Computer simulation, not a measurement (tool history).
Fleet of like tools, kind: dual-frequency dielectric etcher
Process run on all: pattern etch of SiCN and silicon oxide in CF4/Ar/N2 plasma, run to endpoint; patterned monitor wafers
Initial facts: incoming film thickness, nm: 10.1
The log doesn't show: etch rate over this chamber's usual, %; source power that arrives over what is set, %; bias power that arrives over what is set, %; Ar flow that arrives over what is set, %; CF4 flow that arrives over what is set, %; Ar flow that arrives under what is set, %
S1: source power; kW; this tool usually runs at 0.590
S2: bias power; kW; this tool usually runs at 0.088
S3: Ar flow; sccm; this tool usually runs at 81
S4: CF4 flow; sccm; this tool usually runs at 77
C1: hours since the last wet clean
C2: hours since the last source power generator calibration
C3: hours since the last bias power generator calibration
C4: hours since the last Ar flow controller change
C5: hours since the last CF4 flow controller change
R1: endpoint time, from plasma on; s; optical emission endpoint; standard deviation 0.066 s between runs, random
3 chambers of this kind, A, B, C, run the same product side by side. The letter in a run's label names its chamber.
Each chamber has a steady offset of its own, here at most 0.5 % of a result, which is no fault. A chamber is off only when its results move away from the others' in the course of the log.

run 1A hour=4.3 | S1=0.590 S2=0.088 S3=81 S4=77 | C1=119.3 C2=1722.3 C3=1995.9 C4=2147.6 C5=3875.3 | R1=8.2403
run 2C hour=8.5 | S1=0.590 S2=0.088 S3=81 S4=77 | C1=474.5 C2=153.5 C3=421.5 C4=1870.8 C5=1490.6 | R1=8.2185
run 3B hour=11.5 | S1=0.590 S2=0.088 S3=81 S4=77 | C1=276.0 C2=2398.8 C3=112.5 C4=1565.5 C5=485.5 | R1=8.2958
run 4A hour=15.4 | S1=0.590 S2=0.088 S3=81 S4=77 | C1=130.4 C2=1733.4 C3=2007.0 C4=2158.7 C5=3886.4 | R1=8.3540
run 5B hour=18.0 | S1=0.590 S2=0.088 S3=81 S4=77 | C1=282.5 C2=2405.3 C3=119.0 C4=1572.0 C5=492.0 | R1=8.3272
run 6C hour=20.5 | S1=0.500 S2=0.088 S3=81 S4=77 | C1=486.5 C2=165.5 C3=433.5 C4=1882.8 C5=1502.6 | R1=9.4752
run 7B hour=24.4 | S1=0.500 S2=0.088 S3=81 S4=77 | C1=288.9 C2=2411.7 C3=125.4 C4=1578.4 C5=498.4 | R1=9.5844
run 8C hour=28.2 | S1=0.500 S2=0.088 S3=81 S4=77 | C1=494.2 C2=173.2 C3=441.2 C4=1890.5 C5=1510.3 | R1=9.5330
run 9A hour=31.2 | S1=0.590 S2=0.088 S3=81 S4=77 | C1=146.2 C2=1749.2 C3=2022.8 C4=2174.5 C5=3902.2 | R1=8.2931
run 10A hour=34.9 | S1=0.590 S2=0.088 S3=81 S4=77 | C1=149.9 C2=1752.9 C3=2026.5 C4=2178.2 C5=3905.9 | R1=8.1772
run 11B hour=39.0 | S1=0.590 S2=0.088 S3=81 S4=77 | C1=303.5 C2=2426.3 C3=140.0 C4=1593.0 C5=513.0 | R1=8.3216
run 12C hour=42.6 | S1=0.590 S2=0.088 S3=81 S4=77 | C1=508.6 C2=187.6 C3=455.6 C4=1904.9 C5=1524.7 | R1=8.2247
run 13C hour=44.8 | S1=0.590 S2=0.099 S3=81 S4=77 | C1=510.8 C2=189.8 C3=457.8 C4=1907.1 C5=1526.9 | R1=7.9226
run 14B hour=48.6 | S1=0.590 S2=0.099 S3=81 S4=77 | C1=313.1 C2=2435.9 C3=149.6 C4=1602.6 C5=522.6 | R1=8.0740
run 15A hour=52.7 | S1=0.590 S2=0.099 S3=81 S4=77 | C1=167.7 C2=1770.7 C3=2044.3 C4=2196.0 C5=3923.7 | R1=8.0066
run 16B hour=57.2 | S1=0.590 S2=0.088 S3=81 S4=77 | C1=321.7 C2=2444.5 C3=158.2 C4=1611.2 C5=531.2 | R1=8.2348
run 17C hour=61.6 | S1=0.590 S2=0.088 S3=81 S4=77 | C1=527.6 C2=206.6 C3=474.6 C4=1923.9 C5=1543.7 | R1=8.2979
run 18A hour=64.8 | S1=0.590 S2=0.088 S3=81 S4=77 | C1=179.8 C2=1782.8 C3=2056.4 C4=2208.1 C5=3935.8 | R1=8.2506
run 19A hour=67.2 | S1=0.590 S2=0.088 S3=81 S4=59 | C1=182.2 C2=1785.2 C3=2058.8 C4=2210.5 C5=3938.2 | R1=8.5469
run 20C hour=70.4 | S1=0.590 S2=0.088 S3=81 S4=59 | C1=536.4 C2=215.4 C3=483.4 C4=1932.7 C5=1552.5 | R1=8.5987
run 21B hour=73.4 | S1=0.590 S2=0.088 S3=81 S4=59 | C1=337.9 C2=2460.7 C3=174.4 C4=1627.4 C5=547.4 | R1=8.5638
run 22C hour=76.5 | S1=0.590 S2=0.096 S3=81 S4=87 | C1=542.5 C2=221.5 C3=489.5 C4=1938.8 C5=1558.6 | R1=7.8720
run 23B hour=78.7 | S1=0.590 S2=0.096 S3=81 S4=87 | C1=343.2 C2=2466.0 C3=179.7 C4=1632.7 C5=552.7 | R1=7.8801
-- hour=81.0 chamber C: wet clean of the chamber
run 24A hour=82.5 | S1=0.590 S2=0.096 S3=81 S4=87 | C1=197.5 C2=1800.5 C3=2074.1 C4=2225.8 C5=3953.5 | R1=7.8679
run 25C hour=86.1 | S1=0.590 S2=0.088 S3=90 S4=68 | C1=5.2 C2=231.1 C3=499.1 C4=1948.4 C5=1568.2 | R1=8.5094
run 26B hour=88.5 | S1=0.590 S2=0.088 S3=90 S4=68 | C1=353.0 C2=2475.8 C3=189.5 C4=1642.5 C5=562.5 | R1=8.5702
run 27A hour=90.9 | S1=0.590 S2=0.088 S3=90 S4=68 | C1=205.9 C2=1808.9 C3=2082.5 C4=2234.2 C5=3961.9 | R1=8.6501
run 28B hour=93.5 | S1=0.590 S2=0.088 S3=81 S4=77 | C1=358.0 C2=2480.8 C3=194.5 C4=1647.5 C5=567.5 | R1=8.3181
run 29A hour=96.3 | S1=0.590 S2=0.088 S3=81 S4=77 | C1=211.3 C2=1814.3 C3=2087.9 C4=2239.6 C5=3967.3 | R1=8.2598
run 30C hour=99.7 | S1=0.590 S2=0.088 S3=81 S4=77 | C1=18.8 C2=244.7 C3=512.7 C4=1962.0 C5=1581.8 | R1=8.3062
run 31C hour=103.2 | S1=0.590 S2=0.081 S3=81 S4=77 | C1=22.3 C2=248.2 C3=516.2 C4=1965.5 C5=1585.3 | R1=8.4906
run 32A hour=105.4 | S1=0.590 S2=0.081 S3=81 S4=77 | C1=220.4 C2=1823.4 C3=2097.0 C4=2248.7 C5=3976.4 | R1=8.5443
run 33B hour=109.5 | S1=0.590 S2=0.081 S3=81 S4=77 | C1=374.0 C2=2496.8 C3=210.5 C4=1663.5 C5=583.5 | R1=8.4563
run 34A hour=112.0 | S1=0.590 S2=0.088 S3=81 S4=61 | C1=227.0 C2=1830.0 C3=2103.6 C4=2255.3 C5=3983.0 | R1=8.6566
run 35C hour=115.9 | S1=0.590 S2=0.088 S3=81 S4=61 | C1=35.0 C2=260.9 C3=528.9 C4=1978.2 C5=1598.0 | R1=8.4959
run 36B hour=120.1 | S1=0.590 S2=0.088 S3=81 S4=61 | C1=384.6 C2=2507.4 C3=221.1 C4=1674.1 C5=594.1 | R1=8.5535
run 37B hour=122.9 | S1=0.590 S2=0.088 S3=81 S4=77 | C1=387.4 C2=2510.2 C3=223.9 C4=1676.9 C5=596.9 | R1=8.3240
run 38C hour=126.6 | S1=0.590 S2=0.088 S3=81 S4=77 | C1=45.7 C2=271.6 C3=539.6 C4=1988.9 C5=1608.7 | R1=8.1177

Decide between three cases: one chamber stands off from its peers, the gauge reading all wafers drifts, or nothing is wrong past each chamber's small offset. Where a chamber is off, say which and what most likely put it there.

No chamber stands off beyond its own small offset, and the gauge holds steady.

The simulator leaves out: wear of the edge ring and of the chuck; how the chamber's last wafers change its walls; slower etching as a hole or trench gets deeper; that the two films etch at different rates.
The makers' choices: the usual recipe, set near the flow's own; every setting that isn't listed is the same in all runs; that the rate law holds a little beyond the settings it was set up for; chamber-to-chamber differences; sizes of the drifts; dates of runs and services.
